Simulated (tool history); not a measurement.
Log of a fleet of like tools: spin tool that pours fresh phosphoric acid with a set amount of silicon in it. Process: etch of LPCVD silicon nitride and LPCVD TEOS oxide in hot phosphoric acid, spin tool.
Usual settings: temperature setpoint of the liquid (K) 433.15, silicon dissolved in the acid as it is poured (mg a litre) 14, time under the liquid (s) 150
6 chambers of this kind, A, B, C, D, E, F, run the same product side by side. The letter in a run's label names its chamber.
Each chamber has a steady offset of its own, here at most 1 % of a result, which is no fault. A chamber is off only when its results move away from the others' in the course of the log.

| run | hour | temperature setpoint of the liquid (K) | silicon dissolved in the acid as it is poured (mg a litre) | time under the liquid (s) | read-back film thickness of the LPCVD silicon nitride reference wafer, read on the same gauge (nm) | read-back film thickness of the LPCVD TEOS oxide reference wafer, read on the same gauge (nm) | thickness taken off the LPCVD silicon nitride on a monitor wafer (nm) | thickness taken off the LPCVD TEOS oxide on a monitor wafer (nm) |
|---|---|---|---|---|---|---|---|---|
| 1A | 8.7 | 433.15 | 14 | 150 | 50.022 | 129.99 | 13.185 | 0.19753 |
| 2D | 18.8 | 433.15 | 14 | 150 | 50.028 | 130.01 | 13.163 | 0.18562 |
| 3C | 30.1 | 433.15 | 14 | 150 | 50.001 | 130.01 | 13.590 | 0.22101 |
| 4B | 38.9 | 433.15 | 14 | 150 | 50.011 | 130.02 | 13.134 | 0.29464 |
| 5E | 48.1 | 433.15 | 14 | 150 | 49.981 | 130.00 | 13.038 | 0.23325 |
| 6F | 60.9 | 435.65 | 14 | 215 | 50.005 | 129.99 | 20.930 | 0.49468 |
| 7F | 67.3 | 435.65 | 14 | 215 | 50.006 | 129.97 | 20.911 | 0.35965 |
| 8D | 77.3 | 435.65 | 14 | 215 | 50.012 | 129.98 | 20.851 | 0.44911 |
| 9C | 82.9 | 435.65 | 14 | 215 | 49.996 | 129.99 | 20.920 | 0.41027 |
| 10A | 89.1 | 435.65 | 14 | 215 | 50.001 | 129.97 | 20.630 | 0.25168 |
| 11B | 101.4 | 435.65 | 14 | 215 | 49.993 | 130.02 | 20.638 | 0.42223 |
| 12E | 111.3 | 433.15 | 14 | 150 | 50.028 | 130.01 | 13.332 | 0.29094 |
| 13D | 121.7 | 433.15 | 14 | 150 | 50.003 | 129.98 | 13.370 | 0.24522 |
| 14F | 130.9 | 433.15 | 14 | 150 | 49.988 | 129.99 | 13.385 | 0.20429 |
| 15C | 137.8 | 435.65 | 14 | 150 | 50.013 | 129.99 | 14.341 | 0.32737 |
|  | 140.3 | chamber C: heated supply line repaired |
| 16B | 150.2 | 435.65 | 14 | 150 | 50.012 | 130.01 | 14.346 | 0.31354 |
| 17A | 159.2 | 435.65 | 14 | 150 | 50.031 | 130.00 | 13.988 | 0.17102 |
|  | 163.9 | chamber B: heated supply line repaired |
| 18E | 165.8 | 435.65 | 14 | 150 | 50.024 | 129.99 | 14.312 | 0.26286 |
| 19C | 177.7 | 435.65 | 14 | 150 | 50.002 | 130.01 | 14.286 | 0.24764 |
| 20E | 185.0 | 435.65 | 14 | 150 | 49.984 | 130.01 | 14.433 | 0.26837 |
| 21B | 192.6 | 433.15 | 14 | 150 | 50.009 | 129.99 | 13.392 | 0.23240 |
|  | 194.2 | chamber B: thermometer replaced |
| 22A | 199.1 | 433.15 | 14 | 150 | 49.969 | 130.01 | 12.663 | 0.19709 |
| 23F | 211.6 | 433.15 | 14 | 150 | 49.988 | 130.00 | 13.334 | 0.21074 |
| 24D | 217.8 | 433.15 | 14 | 150 | 50.016 | 130.02 | 13.160 | 0.23125 |
| 25A | 224.3 | 433.15 | 14 | 150 | 50.008 | 130.00 | 12.595 | 0.21377 |
| 26C | 231.3 | 435.15 | 14 | 230 | 49.977 | 130.01 | 21.639 | 0.29886 |
| 27D | 243.3 | 435.15 | 14 | 230 | 50.028 | 129.99 | 21.839 | 0.48795 |
| 28E | 256.0 | 435.15 | 14 | 230 | 49.979 | 129.97 | 21.697 | 0.46631 |
| 29F | 267.6 | 435.15 | 14 | 230 | 49.978 | 130.01 | 21.497 | 0.44507 |
| 30B | 276.1 | 435.15 | 14 | 230 | 50.018 | 129.99 | 21.587 | 0.31565 |
| 31A | 282.3 | 435.15 | 14 | 230 | 50.019 | 129.98 | 19.950 | 0.28741 |
| 32D | 288.1 | 433.15 | 14 | 150 | 50.003 | 130.03 | 13.190 | 0.25852 |
| 33F | 296.9 | 433.15 | 14 | 150 | 49.987 | 129.99 | 13.368 | 0.28310 |
| 34C | 306.0 | 433.15 | 14 | 150 | 50.006 | 130.00 | 13.347 | 0.22707 |
| 35B | 314.9 | 433.15 | 14 | 150 | 50.003 | 130.01 | 13.146 | 0.17682 |
| 36E | 322.6 | 433.15 | 14 | 150 | 49.970 | 130.00 | 13.382 | 0.22221 |

What goes on in this fleet: one chamber off, a drifting gauge, or nothing beyond the chambers' own small offsets? Name the chamber and the cause, if any.

Chamber A drifts away from the others.
Cause: temperature lost on the way to the wafer (K) = 2.68.
The log may not tell that from: liquid colder than its thermometer reads (K).

Here are 4 candidates for chamber A's next run, each the usual settings with a change, their results left as question marks. Which one brings its results back in line with what the others give on the usual settings?
In line means no further than this from the other chambers' mean on the usual settings: thickness taken off the LPCVD silicon nitride on a monitor wafer (nm) 0.410; thickness taken off the LPCVD TEOS oxide on a monitor wafer (nm) 0.13000
| 37A-1 | 331.9 | 432.15 | 21.0 | 130 |  |  | ? | ? |
| 37A-2 | 331.9 | 432.65 | 17.5 | 140 |  |  | ? | ? |
| 37A-3 | 331.9 | 434.15 | 6.0 | 175 |  |  | ? | ? |
| 37A-4 | 331.9 | 433.65 | 10.5 | 160 |  |  | ? | ? |

The other chambers' mean on the usual settings: thickness taken off the LPCVD silicon nitride on a monitor wafer (nm) 13.283; thickness taken off the LPCVD TEOS oxide on a monitor wafer (nm) 0.22373
| run | thickness taken off the LPCVD silicon nitride on a monitor wafer (nm) | thickness taken off the LPCVD TEOS oxide on a monitor wafer (nm) |
|---|---|---|
| 37A-1 | 10.141 | 0.12409 |
| 37A-2 | 11.109 | 0.15304 |
| 37A-3 | 14.612 | 0.27971 |
| 37A-4 | 13.135 | 0.22373 |
37A-4 brings the chamber back in line.

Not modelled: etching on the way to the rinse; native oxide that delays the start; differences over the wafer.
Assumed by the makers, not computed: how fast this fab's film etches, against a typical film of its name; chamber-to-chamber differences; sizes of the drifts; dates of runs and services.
